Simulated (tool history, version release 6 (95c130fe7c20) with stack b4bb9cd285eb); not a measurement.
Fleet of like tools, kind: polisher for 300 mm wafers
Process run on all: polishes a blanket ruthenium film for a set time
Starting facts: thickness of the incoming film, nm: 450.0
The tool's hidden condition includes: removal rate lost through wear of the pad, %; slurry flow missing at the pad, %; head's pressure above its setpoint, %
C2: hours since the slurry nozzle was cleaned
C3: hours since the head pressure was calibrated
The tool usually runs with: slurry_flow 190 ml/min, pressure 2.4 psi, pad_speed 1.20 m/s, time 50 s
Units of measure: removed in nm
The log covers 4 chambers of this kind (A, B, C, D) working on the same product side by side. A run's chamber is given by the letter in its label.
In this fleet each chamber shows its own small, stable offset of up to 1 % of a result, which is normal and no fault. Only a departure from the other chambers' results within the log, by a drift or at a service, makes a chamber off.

At hour 2.4: chamber B: head pressure recalibrated.
Run 1A, hour 5.8: usual settings; wafers polished on this pad 554; C2 379.3; C3 6.5. Result: removed 66.821 nm.
Run 2D, hour 9.3: usual settings; wafers polished on this pad 179; C2 589.8; C3 934.4. Result: removed 64.967 nm.
At hour 15.1: chamber B: worn pad replaced by a new one.
Run 3B, hour 15.1: usual settings; wafers polished on this pad 0; C2 180.5; C3 12.7. Result: removed 64.904 nm.
Run 4C, hour 20.8: usual settings; wafers polished on this pad 361; C2 515.5; C3 720.8. Result: removed 65.647 nm.
Run 5D, hour 23.5: usual settings but pressure 2.0 psi, pad_speed 1.42 m/s; wafers polished on this pad 261; C2 604.0; C3 948.6. Result: removed 66.277 nm.
Run 6A, hour 27.1: usual settings but pressure 2.0 psi, pad_speed 1.42 m/s; wafers polished on this pad 678; C2 400.6; C3 27.8. Result: removed 65.242 nm.
Run 7B, hour 31.2: usual settings but pressure 2.0 psi, pad_speed 1.42 m/s; wafers polished on this pad 93; C2 196.6; C3 28.8. Result: removed 63.866 nm.
Run 8C, hour 36.3: usual settings but pressure 2.0 psi, pad_speed 1.42 m/s; wafers polished on this pad 451; C2 531.0; C3 736.3. Result: removed 64.685 nm.
Run 9C, hour 41.3: usual settings; wafers polished on this pad 480; C2 536.0; C3 741.3. Result: removed 64.903 nm.
Run 10B, hour 44.7: usual settings; wafers polished on this pad 171; C2 210.1; C3 42.3. Result: removed 67.193 nm.
Run 11A, hour 48.3: usual settings; wafers polished on this pad 801; C2 421.8; C3 49.0. Result: removed 64.305 nm.
Run 12D, hour 51.6: usual settings; wafers polished on this pad 424; C2 632.1; C3 976.7. Result: removed 65.815 nm.
Run 13C, hour 55.3: usual settings but slurry_flow 160 ml/min, pad_speed 0.82 m/s; wafers polished on this pad 561; C2 550.0; C3 755.3. Result: removed 45.151 nm.
Run 14D, hour 60.2: usual settings but slurry_flow 160 ml/min, pad_speed 0.82 m/s; wafers polished on this pad 474; C2 640.7; C3 985.3. Result: removed 45.017 nm.
Run 15B, hour 65.5: usual settings but slurry_flow 160 ml/min, pad_speed 0.82 m/s; wafers polished on this pad 292; C2 230.9; C3 63.1. Result: removed 43.858 nm.
Run 16A, hour 70.6: usual settings but slurry_flow 160 ml/min, pad_speed 0.82 m/s; wafers polished on this pad 930; C2 444.1; C3 71.3. Result: removed 44.722 nm.
Run 17D, hour 73.8: usual settings; wafers polished on this pad 553; C2 654.3; C3 998.9. Result: removed 66.638 nm.
At hour 77.8: chamber D: slurry nozzle cleaned.
Run 18B, hour 78.5: usual settings; wafers polished on this pad 368; C2 243.9; C3 76.1. Result: removed 65.588 nm.
Run 19C, hour 81.7: usual settings; wafers polished on this pad 715; C2 576.4; C3 781.7. Result: removed 65.967 nm.
Run 20A, hour 85.8: usual settings; wafers polished on this pad 1019; C2 459.3; C3 86.5. Result: removed 67.314 nm.
Run 21A, hour 89.8: usual settings; wafers polished on this pad 1042; C2 463.3; C3 90.5. Result: removed 65.261 nm.
Run 22B, hour 93.9: usual settings; wafers polished on this pad 457; C2 259.3; C3 91.5. Result: removed 64.801 nm.
At hour 98.8: chamber D: head pressure recalibrated.
Run 23D, hour 99.2: usual settings; wafers polished on this pad 701; C2 21.5; C3 0.5. Result: removed 66.622 nm.
Run 24C, hour 102.4: usual settings; wafers polished on this pad 835; C2 597.1; C3 802.4. Result: removed 66.846 nm.
Run 25D, hour 105.9: usual settings; wafers polished on this pad 739; C2 28.2; C3 7.2. Result: removed 65.883 nm.
Run 26C, hour 111.1: usual settings; wafers polished on this pad 885; C2 605.8; C3 811.1. Result: removed 65.499 nm.
At hour 111.6: chamber C: worn pad replaced by a new one.
Run 27A, hour 116.1: usual settings; wafers polished on this pad 1195; C2 489.6; C3 116.8. Result: removed 64.734 nm.
At hour 118.5: chamber A: worn pad replaced by a new one.
Run 28B, hour 118.7: usual settings; wafers polished on this pad 601; C2 284.1; C3 116.3. Result: removed 62.285 nm.
Run 29A, hour 121.6: usual settings; wafers polished on this pad 18; C2 495.1; C3 122.3. Result: removed 66.952 nm.
Run 30C, hour 124.6: usual settings; wafers polished on this pad 75; C2 619.3; C3 824.6. Result: removed 64.893 nm.
Run 31B, hour 128.9: usual settings; wafers polished on this pad 660; C2 294.3; C3 126.5. Result: removed 62.504 nm.

All 4 chambers run these settings next. Forecast each chamber's results:
Run 32A, hour 133.3: usual settings but slurry_flow 165 ml/min. Result: removed ?.
Run 32B, hour 133.3: usual settings but slurry_flow 165 ml/min. Result: removed ?.
Run 32C, hour 133.3: usual settings but slurry_flow 165 ml/min. Result: removed ?.
Run 32D, hour 133.3: usual settings but slurry_flow 165 ml/min. Result: removed ?.

run  removed
32A   65.244
32B   58.263
32C   63.451
32D   64.040

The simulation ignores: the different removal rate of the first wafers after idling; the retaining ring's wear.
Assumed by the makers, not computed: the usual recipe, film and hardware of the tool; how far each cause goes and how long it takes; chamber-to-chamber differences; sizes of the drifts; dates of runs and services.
